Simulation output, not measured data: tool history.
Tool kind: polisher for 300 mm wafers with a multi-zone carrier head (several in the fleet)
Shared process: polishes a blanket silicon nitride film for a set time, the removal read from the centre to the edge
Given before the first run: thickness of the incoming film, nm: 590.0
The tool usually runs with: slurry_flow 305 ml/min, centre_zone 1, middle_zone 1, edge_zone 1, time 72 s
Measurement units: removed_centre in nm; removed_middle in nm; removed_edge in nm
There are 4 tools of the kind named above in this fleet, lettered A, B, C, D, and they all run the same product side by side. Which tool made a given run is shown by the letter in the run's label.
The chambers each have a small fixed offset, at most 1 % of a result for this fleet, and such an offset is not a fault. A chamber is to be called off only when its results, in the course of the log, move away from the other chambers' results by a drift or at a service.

Run 1B, hour 4.4: usual settings. Result: removed_centre 236.3 nm, removed_middle 242.35 nm, removed_edge 236.79 nm.
At hour 6.5: chamber B: worn pad replaced by a new one.
Run 2D, hour 8.6: usual settings. Result: removed_centre 237.23 nm, removed_middle 235.19 nm, removed_edge 238.01 nm.
Run 3C, hour 13: usual settings. Result: removed_centre 235.77 nm, removed_middle 240.23 nm, removed_edge 240.1 nm.
Run 4A, hour 15.5: usual settings. Result: removed_centre 237.65 nm, removed_middle 239.21 nm, removed_edge 238.34 nm.
Run 5A, hour 17.8: usual settings but slurry_flow 365 ml/min. Result: removed_centre 241.38 nm, removed_middle 241.04 nm, removed_edge 240.14 nm.
Run 6C, hour 21.1: usual settings but slurry_flow 365 ml/min. Result: removed_centre 239.64 nm, removed_middle 240.16 nm, removed_edge 239.8 nm.
At hour 25.5: chamber A: worn pad replaced by a new one.
Run 7B, hour 26.1: usual settings but slurry_flow 365 ml/min. Result: removed_centre 244.59 nm, removed_middle 244.69 nm, removed_edge 244.52 nm.
At hour 28.9: chamber D: worn pad replaced by a new one.
Run 8D, hour 30: usual settings but slurry_flow 365 ml/min. Result: removed_centre 237.75 nm, removed_middle 242.04 nm, removed_edge 239.11 nm.
Run 9A, hour 34: usual settings. Result: removed_centre 234.87 nm, removed_middle 237.04 nm, removed_edge 238.6 nm.
Run 10B, hour 36.9: usual settings but centre_zone 0.96. Result: removed_centre 230.47 nm, removed_middle 238.78 nm, removed_edge 237.59 nm.
Run 11D, hour 40.5: usual settings but centre_zone 0.96. Result: removed_centre 229.49 nm, removed_middle 240.17 nm, removed_edge 234.82 nm.
Run 12C, hour 43.2: usual settings but centre_zone 0.96. Result: removed_centre 230.32 nm, removed_middle 236.52 nm, removed_edge 238.35 nm.
Run 13D, hour 46.3: usual settings but centre_zone 0.96. Result: removed_centre 229.8 nm, removed_middle 235.34 nm, removed_edge 239.02 nm.
Run 14C, hour 51.2: usual settings. Result: removed_centre 237.8 nm, removed_middle 235.81 nm, removed_edge 238.25 nm.
At hour 52.1: chamber C: worn pad replaced by a new one.
Run 15A, hour 55.4: usual settings. Result: removed_centre 233.57 nm, removed_middle 240.55 nm, removed_edge 238.16 nm.
At hour 55.9: chamber D: slurry nozzle cleaned.
At hour 59.6: chamber A: edge zone pressure recalibrated.
Run 16B, hour 60.1: usual settings. Result: removed_centre 238.51 nm, removed_middle 240.87 nm, removed_edge 237.62 nm.
At hour 62.3: chamber B: edge zone pressure recalibrated.
At hour 64.4: chamber C: edge zone pressure recalibrated.
Run 17C, hour 64.9: usual settings. Result: removed_centre 238.21 nm, removed_middle 239.2 nm, removed_edge 237.83 nm.
Run 18A, hour 67.5: usual settings. Result: removed_centre 234.84 nm, removed_middle 236.06 nm, removed_edge 236.92 nm.
At hour 69.6: chamber B: worn pad replaced by a new one.
Run 19B, hour 72.4: usual settings. Result: removed_centre 238.49 nm, removed_middle 237.28 nm, removed_edge 240.39 nm.
Run 20D, hour 77.4: usual settings. Result: removed_centre 237.05 nm, removed_middle 236.88 nm, removed_edge 236.78 nm.
Run 21C, hour 82: usual settings. Result: removed_centre 235.38 nm, removed_middle 232.63 nm, removed_edge 238.25 nm.
Run 22D, hour 85.1: usual settings. Result: removed_centre 236.7 nm, removed_middle 234.1 nm, removed_edge 234.55 nm.
At hour 85.9: chamber D: worn pad replaced by a new one.
Run 23B, hour 89.6: usual settings. Result: removed_centre 237.9 nm, removed_middle 235.58 nm, removed_edge 238.53 nm.
Run 24A, hour 91.9: usual settings. Result: removed_centre 234.53 nm, removed_middle 236.17 nm, removed_edge 238.57 nm.
Run 25C, hour 94.8: usual settings. Result: removed_centre 238.45 nm, removed_middle 241.35 nm, removed_edge 241.26 nm.
Run 26D, hour 97.8: usual settings. Result: removed_centre 235.19 nm, removed_middle 237.31 nm, removed_edge 235.22 nm.
Run 27B, hour 100.2: usual settings. Result: removed_centre 239.64 nm, removed_middle 237.62 nm, removed_edge 234.58 nm.
Run 28A, hour 105.1: usual settings. Result: removed_centre 235.23 nm, removed_middle 233.81 nm, removed_edge 237.49 nm.
Run 29A, hour 109.1: usual settings but centre_zone 1.04, time 93 s. Result: removed_centre 317.56 nm, removed_middle 306.06 nm, removed_edge 306.97 nm.
Run 30D, hour 112.8: usual settings but centre_zone 1.04, time 93 s. Result: removed_centre 319.5 nm, removed_middle 297.73 nm, removed_edge 308.57 nm.
Run 31C, hour 117.7: usual settings but centre_zone 1.04, time 93 s. Result: removed_centre 320.58 nm, removed_middle 303.76 nm, removed_edge 307.81 nm.
Run 32B, hour 122.5: usual settings but centre_zone 1.04, time 93 s. Result: removed_centre 323.47 nm, removed_middle 313.71 nm, removed_edge 304.21 nm.

Read the log: is a single chamber off, either drifting away or since a service, is the gauge that measures every chamber drifting, or is nothing wrong beyond small per-chamber offsets? Name any odd chamber and what most likely caused it.

Nothing is wrong: each chamber keeps only its own small, steady offset and the gauge holds still.

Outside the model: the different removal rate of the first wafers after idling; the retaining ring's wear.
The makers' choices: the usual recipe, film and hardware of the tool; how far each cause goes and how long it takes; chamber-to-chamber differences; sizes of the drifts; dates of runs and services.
